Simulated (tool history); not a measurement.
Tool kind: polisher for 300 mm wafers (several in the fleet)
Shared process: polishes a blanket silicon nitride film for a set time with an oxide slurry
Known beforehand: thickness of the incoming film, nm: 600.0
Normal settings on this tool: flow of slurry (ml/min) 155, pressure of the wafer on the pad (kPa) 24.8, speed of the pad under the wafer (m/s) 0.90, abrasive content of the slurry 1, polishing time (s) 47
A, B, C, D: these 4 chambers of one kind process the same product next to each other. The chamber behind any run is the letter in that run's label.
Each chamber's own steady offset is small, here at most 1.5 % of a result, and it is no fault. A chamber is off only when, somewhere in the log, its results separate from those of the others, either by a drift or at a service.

run,hour,flow of slurry (ml/min),pressure of the wafer on the pad (kPa),speed of the pad under the wafer (m/s),abrasive content of the slurry,polishing time (s),wafers polished on this pad,hours since the slurry nozzle was cleaned,hours since the head pressure was calibrated,hours since the slurry blender was calibrated,hours since the conditioning disc was replaced,film removed (angstrom)
# hour 2.8: chamber C: worn pad replaced by a new one
1D,7.7,155,24.8,0.90,1,47,259,39.8,595.7,85.8,7.9,274.32
# hour 15.0: chamber B: worn pad replaced by a new one
2A,16.2,155,24.8,0.90,1,47,453,218.1,315.8,399.1,202.7,269.14
3C,25.4,155,24.8,0.90,1,47,191,561.8,483.7,274.6,199.2,272.43
# hour 27.0: chamber A: slurry blender recalibrated
# hour 29.8: chamber A: worn pad replaced by a new one
4B,32.3,155,24.8,0.90,1,47,146,305.5,168.0,107.2,226.2,268.93
5A,37.6,155,24.8,1.12,1,47,66,239.5,337.2,10.7,224.1,320.90
6D,46.8,155,24.8,1.12,1,47,589,78.9,634.8,124.9,47.0,319.99
# hour 52.3: chamber D: worn pad replaced by a new one
7B,54.1,155,24.8,1.12,1,47,330,327.3,189.8,129.0,248.0,321.38
8C,62.9,155,24.8,1.12,1,47,508,599.3,521.2,312.1,236.7,321.45
9A,69.8,155,24.8,0.90,1,47,338,271.7,369.4,42.9,256.3,270.06
10D,78.6,155,24.8,0.90,1,47,222,110.7,666.6,156.7,78.8,271.15
11C,85.4,155,24.8,0.90,1,47,698,621.8,543.7,334.6,259.2,279.55
12B,92.6,155,24.8,0.90,1,47,656,365.8,228.3,167.5,286.5,271.90
# hour 98.0: chamber A: worn pad replaced by a new one
13D,98.0,155,24.8,0.90,1,47,386,130.1,686.0,176.1,98.2,273.53
# hour 103.3: chamber A: conditioning disc replaced and pad reconditioned
# hour 103.7: chamber B: worn pad replaced by a new one
14A,105.6,155,20.0,0.90,1,47,64,307.5,405.2,78.7,2.3,215.17
15C,114.7,155,20.0,0.90,1,47,946,651.1,573.0,363.9,288.5,219.05
# hour 121.5: chamber C: worn pad replaced by a new one
16B,123.2,155,20.0,0.90,1,47,165,396.4,258.9,198.1,317.1,217.80
# hour 128.6: chamber B: slurry nozzle cleaned
17C,130.7,155,20.0,0.90,1,47,78,667.1,589.0,379.9,304.5,219.17
# hour 132.7: chamber D: worn pad replaced by a new one
18B,135.7,155,24.8,0.90,1,47,270,7.1,271.4,210.6,329.6,269.61
# hour 138.8: chamber C: slurry blender recalibrated
# hour 140.1: chamber C: slurry nozzle cleaned
19A,142.6,155,24.8,0.90,1,47,377,344.5,442.2,115.7,39.3,267.37
20D,150.0,155,24.8,0.90,1,47,146,182.1,738.0,228.1,150.2,272.39
# hour 156.2: chamber A: worn pad replaced by a new one
21B,156.9,155,24.8,0.90,1,47,450,28.3,292.6,231.8,350.8,272.02
22D,161.3,155,24.8,0.90,1,47,242,193.4,749.3,239.4,161.5,273.12
# hour 163.9: chamber B: conditioning disc replaced and pad reconditioned
23C,165.7,155,24.8,0.90,1,47,374,25.6,624.0,27.0,339.5,273.70
24A,172.0,155,29.0,0.90,1,40,134,373.9,471.6,145.1,68.7,267.32
# hour 175.7: chamber C: head pressure recalibrated
25A,178.8,155,29.0,0.90,1,40,191,380.7,478.4,151.9,75.5,264.74
# hour 186.0: chamber B: worn pad replaced by a new one
26C,186.8,155,29.0,0.90,1,40,552,46.7,11.1,48.1,360.6,270.78
27D,193.6,155,29.0,0.90,1,40,515,225.7,781.6,271.7,193.8,270.58
28B,201.0,155,24.8,0.90,1,47,127,72.4,336.7,275.9,37.2,269.65
29B,205.4,155,24.8,0.90,1,47,164,76.8,341.1,280.3,41.6,269.77
30A,209.9,155,24.8,0.90,1,47,454,411.8,509.5,183.0,106.6,268.82
31C,215.3,155,24.8,0.90,1,47,793,75.2,39.6,76.6,389.1,275.80
# hour 219.2: chamber A: worn pad replaced by a new one
# hour 220.7: chamber D: worn pad replaced by a new one
32D,222.0,110,24.8,0.90,1,47,11,254.1,810.0,300.1,222.2,254.13
# hour 223.1: chamber C: conditioning disc replaced and pad reconditioned
# hour 223.2: chamber D: slurry nozzle cleaned
33A,227.8,110,24.8,0.90,1,47,72,429.7,527.4,200.9,124.5,246.82
# hour 229.8: chamber A: slurry nozzle cleaned
# hour 230.9: chamber B: slurry blender recalibrated
34D,234.9,110,24.8,0.90,1,47,120,11.7,822.9,313.0,235.1,252.61
35B,241.3,110,24.8,0.90,1,47,468,112.7,377.0,10.5,77.5,255.84
36C,248.5,155,24.8,0.90,1,47,1074,108.4,72.8,109.8,25.4,269.06
37C,252.6,155,24.8,0.64,1,47,1108,112.5,76.9,113.9,29.5,205.11
38B,261.2,155,24.8,0.64,1,47,636,132.6,396.9,30.4,97.4,207.48
39D,268.9,155,24.8,0.64,1,47,407,45.7,856.9,347.0,269.1,209.04
40A,275.0,155,24.8,0.64,1,47,471,45.2,574.6,248.1,171.7,204.35

One chamber off, gauge drift, or nothing amiss beyond the chambers' own small offsets? If it is a chamber, which one, and what is the likeliest cause?

Beyond each chamber's small constant offset nothing stands out, and the gauge stays steady.
